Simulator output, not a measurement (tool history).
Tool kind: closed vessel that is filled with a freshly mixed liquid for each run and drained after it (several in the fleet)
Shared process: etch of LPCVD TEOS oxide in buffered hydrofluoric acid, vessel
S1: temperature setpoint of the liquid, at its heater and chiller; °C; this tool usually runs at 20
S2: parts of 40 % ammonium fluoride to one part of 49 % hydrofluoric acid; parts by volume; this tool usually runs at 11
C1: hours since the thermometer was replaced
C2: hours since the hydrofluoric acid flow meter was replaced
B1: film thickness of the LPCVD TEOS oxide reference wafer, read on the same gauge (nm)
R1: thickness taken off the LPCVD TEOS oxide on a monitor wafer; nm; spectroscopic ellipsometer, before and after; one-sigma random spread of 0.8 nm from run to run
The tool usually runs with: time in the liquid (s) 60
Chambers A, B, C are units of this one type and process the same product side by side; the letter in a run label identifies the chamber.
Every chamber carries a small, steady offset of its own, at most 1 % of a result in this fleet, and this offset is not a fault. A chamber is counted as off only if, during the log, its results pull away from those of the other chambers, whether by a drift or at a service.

{"run": "1B", "hour": 8.6, "S1": 20, "S2": 11, "time in the liquid (s)": 60, "C1": 840.4, "C2": 496.5, "B1": 120, "R1": 118.38}
{"run": "2C", "hour": 15.8, "S1": 20, "S2": 11, "time in the liquid (s)": 60, "C1": 2471.3, "C2": 40.7, "B1": 120.01, "R1": 116.45}
{"run": "3A", "hour": 27.6, "S1": 20, "S2": 11, "time in the liquid (s)": 60, "C1": 2762.5, "C2": 348.6, "B1": 120.01, "R1": 118.47}
{"run": "4A", "hour": 34.5, "S1": 20, "S2": 11, "time in the liquid (s)": 60, "C1": 2769.4, "C2": 355.5, "B1": 120.01, "R1": 118.29}
{"run": "5C", "hour": 44.6, "S1": 20, "S2": 12.5, "time in the liquid (s)": 60, "C1": 2500.1, "C2": 69.5, "B1": 120, "R1": 101.39}
{"hour": 49.5, "done": "chamber A: thermometer replaced"}
{"run": "6B", "hour": 54.8, "S1": 20, "S2": 12.5, "time in the liquid (s)": 60, "C1": 886.6, "C2": 542.7, "B1": 120, "R1": 103.77}
{"run": "7A", "hour": 65.8, "S1": 20, "S2": 12.5, "time in the liquid (s)": 60, "C1": 16.3, "C2": 386.8, "B1": 120, "R1": 104.43}
{"run": "8C", "hour": 77.3, "S1": 20, "S2": 11, "time in the liquid (s)": 60, "C1": 2532.8, "C2": 102.2, "B1": 120, "R1": 115.66}
{"run": "9B", "hour": 90.6, "S1": 20, "S2": 11, "time in the liquid (s)": 60, "C1": 922.4, "C2": 578.5, "B1": 120.01, "R1": 117.27}
{"run": "10C", "hour": 100.2, "S1": 17, "S2": 12.5, "time in the liquid (s)": 60, "C1": 2555.7, "C2": 125.1, "B1": 120.01, "R1": 86.789}
{"run": "11A", "hour": 109.5, "S1": 17, "S2": 12.5, "time in the liquid (s)": 60, "C1": 60, "C2": 430.5, "B1": 120, "R1": 88.698}
{"run": "12B", "hour": 117.6, "S1": 17, "S2": 12.5, "time in the liquid (s)": 60, "C1": 949.4, "C2": 605.5, "B1": 119.99, "R1": 86.736}
{"run": "13B", "hour": 125.8, "S1": 20, "S2": 11, "time in the liquid (s)": 60, "C1": 957.6, "C2": 613.7, "B1": 119.99, "R1": 118.26}
{"run": "14C", "hour": 136.2, "S1": 20, "S2": 11, "time in the liquid (s)": 60, "C1": 2591.7, "C2": 161.1, "B1": 119.99, "R1": 116.04}
{"run": "15A", "hour": 148.9, "S1": 20, "S2": 11, "time in the liquid (s)": 60, "C1": 99.4, "C2": 469.9, "B1": 119.99, "R1": 117.21}
{"run": "16A", "hour": 160.2, "S1": 20, "S2": 11, "time in the liquid (s)": 60, "C1": 110.7, "C2": 481.2, "B1": 120, "R1": 118.12}
{"run": "17C", "hour": 170.8, "S1": 20, "S2": 11, "time in the liquid (s)": 60, "C1": 2626.3, "C2": 195.7, "B1": 119.99, "R1": 116.27}
{"run": "18B", "hour": 179.6, "S1": 20, "S2": 11, "time in the liquid (s)": 60, "C1": 1011.4, "C2": 667.5, "B1": 120, "R1": 117.04}
{"run": "19C", "hour": 189.4, "S1": 20, "S2": 11, "time in the liquid (s)": 60, "C1": 2644.9, "C2": 214.3, "B1": 120.01, "R1": 115.68}
{"run": "20B", "hour": 200.6, "S1": 20, "S2": 11, "time in the liquid (s)": 60, "C1": 1032.4, "C2": 688.5, "B1": 120, "R1": 115.32}
{"run": "21A", "hour": 211.2, "S1": 20, "S2": 11, "time in the liquid (s)": 60, "C1": 161.7, "C2": 532.2, "B1": 120.02, "R1": 119.28}
{"run": "22C", "hour": 223.2, "S1": 20, "S2": 11, "time in the liquid (s)": 60, "C1": 2678.7, "C2": 248.1, "B1": 120.01, "R1": 117.69}
{"run": "23A", "hour": 232.0, "S1": 20, "S2": 11, "time in the liquid (s)": 60, "C1": 182.5, "C2": 553, "B1": 119.99, "R1": 118.28}
{"run": "24B", "hour": 238.5, "S1": 20, "S2": 11, "time in the liquid (s)": 60, "C1": 1070.3, "C2": 726.4, "B1": 120, "R1": 116.67}
{"run": "25A", "hour": 248.3, "S1": 20, "S2": 11, "time in the liquid (s)": 60, "C1": 198.8, "C2": 569.3, "B1": 119.99, "R1": 118.5}
{"run": "26B", "hour": 255.2, "S1": 20, "S2": 11, "time in the liquid (s)": 60, "C1": 1087, "C2": 743.1, "B1": 120, "R1": 114.07}
{"run": "27C", "hour": 263.8, "S1": 20, "S2": 9.5, "time in the liquid (s)": 60, "C1": 2719.3, "C2": 288.7, "B1": 119.99, "R1": 132.32}
{"run": "28B", "hour": 273.9, "S1": 20, "S2": 9.5, "time in the liquid (s)": 60, "C1": 1105.7, "C2": 761.8, "B1": 119.99, "R1": 127.95}
{"run": "29C", "hour": 285.8, "S1": 20, "S2": 9.5, "time in the liquid (s)": 60, "C1": 2741.3, "C2": 310.7, "B1": 120, "R1": 129.82}
{"run": "30A", "hour": 296.0, "S1": 20, "S2": 15, "time in the liquid (s)": 50, "C1": 246.5, "C2": 617, "B1": 119.98, "R1": 73.257}
{"run": "31A", "hour": 305.2, "S1": 20, "S2": 15, "time in the liquid (s)": 50, "C1": 255.7, "C2": 626.2, "B1": 120.01, "R1": 74.559}
{"run": "32B", "hour": 316.2, "S1": 20, "S2": 15, "time in the liquid (s)": 50, "C1": 1148, "C2": 804.1, "B1": 120, "R1": 69.15}

Read the log: is a single chamber off, either drifting away or since a service, is the gauge that measures every chamber drifting, or is nothing wrong beyond small per-chamber offsets? Name any odd chamber and what most likely caused it.

One chamber, B, drifts off from the rest bit by bit.
Likeliest cause: liquid colder than its thermometer reads (K) = 0.753.
The log may not separate it from: hydrofluoric acid flow below the setpoint (%).

Below are 4 candidate recipes for chamber B's next run, each the usual settings with a change, their results shown as question marks. Which of them brings B's results back in line with what the other chambers give on the usual settings?
Counts as in line when no further than this from what the other chambers average on the usual settings: R1 2.8 nm
{"run": "33B-1", "hour": 326.6, "S1": 20.5, "S2": 11, "time in the liquid (s)": 60, "R1": "?"}
{"run": "33B-2", "hour": 326.6, "S1": 20, "S2": 11.5, "time in the liquid (s)": 60, "R1": "?"}
{"run": "33B-3", "hour": 326.6, "S1": 20, "S2": 11, "time in the liquid (s)": 65, "R1": "?"}
{"run": "33B-4", "hour": 326.6, "S1": 20, "S2": 11, "time in the liquid (s)": 55, "R1": "?"}

Other chambers, usual settings, mean: R1 117.35 nm
run=33B-1 R1=116.11
run=33B-2 R1=108.1
run=33B-3 R1=122.37
run=33B-4 R1=103.54
Change 33B-1 lands the chamber within the allowed miss of the other chambers.
